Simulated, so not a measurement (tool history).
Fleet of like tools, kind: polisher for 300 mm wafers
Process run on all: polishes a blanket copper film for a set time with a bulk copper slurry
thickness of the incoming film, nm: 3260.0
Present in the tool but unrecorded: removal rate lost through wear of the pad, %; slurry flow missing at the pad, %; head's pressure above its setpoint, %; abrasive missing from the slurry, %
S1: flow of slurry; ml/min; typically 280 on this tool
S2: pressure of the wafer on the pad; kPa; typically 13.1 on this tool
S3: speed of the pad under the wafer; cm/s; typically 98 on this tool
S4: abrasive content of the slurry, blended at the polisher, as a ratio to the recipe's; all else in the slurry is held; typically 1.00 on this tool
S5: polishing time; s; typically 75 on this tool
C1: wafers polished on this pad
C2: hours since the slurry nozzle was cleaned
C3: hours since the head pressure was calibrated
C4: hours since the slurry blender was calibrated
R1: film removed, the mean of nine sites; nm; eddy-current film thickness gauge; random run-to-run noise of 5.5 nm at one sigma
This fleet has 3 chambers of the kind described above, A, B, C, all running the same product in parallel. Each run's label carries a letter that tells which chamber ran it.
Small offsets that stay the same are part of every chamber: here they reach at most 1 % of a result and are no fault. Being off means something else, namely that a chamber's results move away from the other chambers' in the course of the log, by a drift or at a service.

| run | hour | S1 | S2 | S3 | S4 | S5 | C1 | C2 | C3 | C4 | R1 |
|---|---|---|---|---|---|---|---|---|---|---|---|
| 1C | 2.6 | 280 | 13.1 | 98 | 1.00 | 75 | 427 | 7.5 | 46.1 | 44.1 | 367.81 |
| 2B | 5.9 | 280 | 13.1 | 98 | 1.00 | 75 | 426 | 409.1 | 541.1 | 37.5 | 367.22 |
| 3A | 9.3 | 280 | 13.1 | 98 | 1.00 | 75 | 986 | 265.4 | 262.9 | 63.2 | 371.39 |
| 4C | 14.3 | 280 | 13.1 | 98 | 1.00 | 75 | 529 | 19.2 | 57.8 | 55.8 | 381.91 |
| 5B | 19.6 | 280 | 13.1 | 98 | 1.00 | 75 | 545 | 422.8 | 554.8 | 51.2 | 374.73 |
| 6A | 23.1 | 280 | 13.1 | 98 | 1.00 | 75 | 1106 | 279.2 | 276.7 | 77.0 | 360.39 |
| 7C | 28.2 | 280 | 13.1 | 98 | 1.00 | 75 | 649 | 33.1 | 71.7 | 69.7 | 379.98 |
|  | 29.2 | chamber B: worn pad replaced by a new one |
| 8B | 33.5 | 280 | 13.1 | 98 | 1.00 | 75 | 37 | 436.7 | 568.7 | 65.1 | 361.30 |
|  | 35.4 | chamber A: worn pad replaced by a new one |
| 9A | 38.2 | 280 | 13.1 | 98 | 1.00 | 75 | 24 | 294.3 | 291.8 | 92.1 | 367.91 |
| 10C | 41.3 | 280 | 13.1 | 98 | 1.00 | 75 | 762 | 46.2 | 84.8 | 82.8 | 361.27 |
| 11B | 44.7 | 280 | 13.1 | 98 | 1.00 | 75 | 134 | 447.9 | 579.9 | 76.3 | 363.58 |
| 12A | 49.7 | 280 | 13.1 | 98 | 1.00 | 75 | 123 | 305.8 | 303.3 | 103.6 | 368.74 |
| 13A | 52.6 | 280 | 13.1 | 98 | 1.00 | 75 | 149 | 308.7 | 306.2 | 106.5 | 367.93 |
| 14C | 56.2 | 280 | 13.1 | 98 | 1.00 | 75 | 891 | 61.1 | 99.7 | 97.7 | 366.29 |
|  | 61.2 | chamber C: slurry blender recalibrated |
| 15B | 61.5 | 280 | 17.2 | 98 | 1.10 | 75 | 280 | 464.7 | 596.7 | 93.1 | 497.02 |
| 16C | 64.0 | 280 | 17.2 | 98 | 1.10 | 75 | 959 | 68.9 | 107.5 | 2.9 | 493.32 |
| 17B | 67.2 | 280 | 17.2 | 98 | 1.10 | 75 | 329 | 470.4 | 602.4 | 98.8 | 494.10 |
| 18A | 71.2 | 280 | 13.1 | 98 | 1.00 | 75 | 310 | 327.3 | 324.8 | 125.1 | 366.29 |
| 19C | 75.2 | 350 | 13.1 | 130 | 1.00 | 75 | 1056 | 80.1 | 118.7 | 14.1 | 504.15 |
| 20A | 79.7 | 350 | 13.1 | 130 | 1.00 | 75 | 383 | 335.8 | 333.3 | 133.6 | 504.14 |
| 21B | 84.6 | 350 | 13.1 | 130 | 1.00 | 75 | 480 | 487.8 | 619.8 | 116.2 | 505.37 |
| 22A | 88.8 | 280 | 13.1 | 98 | 1.00 | 75 | 462 | 344.9 | 342.4 | 142.7 | 373.37 |
| 23B | 93.2 | 280 | 13.1 | 80 | 1.00 | 75 | 554 | 496.4 | 628.4 | 124.8 | 303.43 |
| 24C | 96.8 | 280 | 13.1 | 80 | 1.00 | 75 | 1243 | 101.7 | 140.3 | 35.7 | 305.07 |
| 25C | 100.5 | 280 | 13.1 | 80 | 1.00 | 75 | 1275 | 105.4 | 144.0 | 39.4 | 302.28 |
|  | 104.3 | chamber B: worn pad replaced by a new one |
| 26A | 105.8 | 280 | 13.1 | 98 | 1.00 | 75 | 609 | 361.9 | 359.4 | 159.7 | 366.88 |
| 27B | 110.9 | 280 | 13.1 | 98 | 1.00 | 75 | 57 | 514.1 | 646.1 | 142.5 | 371.99 |
| 28C | 115.0 | 280 | 13.1 | 98 | 1.00 | 75 | 1401 | 119.9 | 158.5 | 53.9 | 368.66 |
| 29A | 117.8 | 280 | 13.1 | 98 | 1.00 | 75 | 713 | 373.9 | 371.4 | 171.7 | 367.18 |
|  | 118.5 | chamber C: worn pad replaced by a new one |
| 30B | 121.0 | 280 | 17.9 | 98 | 1.00 | 75 | 144 | 524.2 | 656.2 | 152.6 | 510.44 |
|  | 122.2 | chamber B: slurry nozzle cleaned |
| 31A | 123.6 | 280 | 17.9 | 98 | 1.00 | 75 | 763 | 379.7 | 377.2 | 177.5 | 489.14 |
| 32B | 128.8 | 280 | 17.9 | 98 | 1.00 | 75 | 212 | 6.6 | 664.0 | 160.4 | 515.36 |
| 33C | 131.3 | 280 | 13.1 | 98 | 1.00 | 75 | 111 | 136.2 | 174.8 | 70.2 | 369.80 |
| 34A | 135.4 | 280 | 13.1 | 98 | 1.00 | 75 | 866 | 391.5 | 389.0 | 189.3 | 369.99 |
| 35B | 140.4 | 280 | 13.1 | 98 | 1.00 | 75 | 312 | 18.2 | 675.6 | 172.0 | 355.52 |
| 36C | 144.6 | 280 | 13.1 | 98 | 1.00 | 75 | 226 | 149.5 | 188.1 | 83.5 | 365.05 |
| 37A | 148.3 | 280 | 9.0 | 98 | 1.25 | 75 | 977 | 404.4 | 401.9 | 202.2 | 268.72 |
| 38C | 152.9 | 280 | 9.0 | 98 | 1.25 | 75 | 298 | 157.8 | 196.4 | 91.8 | 272.92 |
| 39B | 156.0 | 280 | 9.0 | 98 | 1.25 | 75 | 447 | 33.8 | 691.2 | 187.6 | 265.30 |
| 40C | 159.7 | 280 | 13.1 | 98 | 1.00 | 75 | 357 | 164.6 | 203.2 | 98.6 | 371.30 |
| 41A | 162.8 | 280 | 13.1 | 98 | 1.00 | 75 | 1103 | 418.9 | 416.4 | 216.7 | 370.99 |

Has any chamber moved away from the others, gradually or after a service, or does the common gauge drift, or do the chambers differ only by their own small steady offsets? State the chamber and the most likely cause if one applies.

Nothing is wrong: each chamber keeps only its own small, steady offset and the gauge holds still.

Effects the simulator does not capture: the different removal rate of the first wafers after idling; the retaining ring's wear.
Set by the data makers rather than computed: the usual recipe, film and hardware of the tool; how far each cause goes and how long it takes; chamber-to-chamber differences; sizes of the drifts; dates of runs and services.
